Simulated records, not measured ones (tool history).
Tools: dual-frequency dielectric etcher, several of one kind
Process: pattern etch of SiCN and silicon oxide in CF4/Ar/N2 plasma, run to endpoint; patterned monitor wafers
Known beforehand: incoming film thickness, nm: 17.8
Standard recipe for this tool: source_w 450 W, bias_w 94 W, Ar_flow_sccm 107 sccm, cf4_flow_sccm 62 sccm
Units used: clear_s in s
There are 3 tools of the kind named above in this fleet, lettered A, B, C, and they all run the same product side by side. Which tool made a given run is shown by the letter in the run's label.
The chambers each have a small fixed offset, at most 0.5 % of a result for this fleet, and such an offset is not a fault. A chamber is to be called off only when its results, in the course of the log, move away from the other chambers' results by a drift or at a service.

run  hour  source_w  bias_w  Ar_flow_sccm  cf4_flow_sccm  clear_s
 1A   4.7       450      94           107             62   19.299
 2C   9.1       450      94           107             62   19.195
 3B  11.6       450      94           107             62   19.126
 4C  14.8       450      94           107             62   19.242
 5A  19.7       450      94           107             62   19.584
 6B  22.7       450      94           107             62   19.014
 7A  26.1       450      75           107             55   21.443
 8C  28.7       450      75           107             55   21.422
 9B    32       450      75           107             55   21.353
10B  34.9       450      94           107             62   19.164
11A  39.8       450      94           107             62   19.614
12C  42.7       450      94           107             62   19.309
13C  45.6       450      94           107             62   19.276
     45.8  -- chamber C: wet clean of the chamber
14B  48.2       450      84           120             62   20.283
15A  50.9       450      84           120             62   20.559
16C    55       450      84           120             62   21.474
17A  57.4       450      94           125             75   19.446
18B  59.8       450      94           125             75   19.488
19B  64.2       450      94           125             75   19.113
20C  69.4       450      94           107             62   20.152
21A  72.9       450      94           107             62   19.338
22C  75.9       450      94           107             62   20.235
23B  79.5       520      94           107             73   16.697
24A  82.8       520      94           107             73   16.913
25A  86.2       520      94           107             73   16.813

Next, all 3 chambers run the settings below, one line each with question marks for the results. What does each chamber give?
26A    90       450      94           107             62        ?
26B    90       450      94           107             62        ?
26C    90       450      94           107             62        ?

run  clear_s
26A   19.417
26B   19.212
26C   20.482
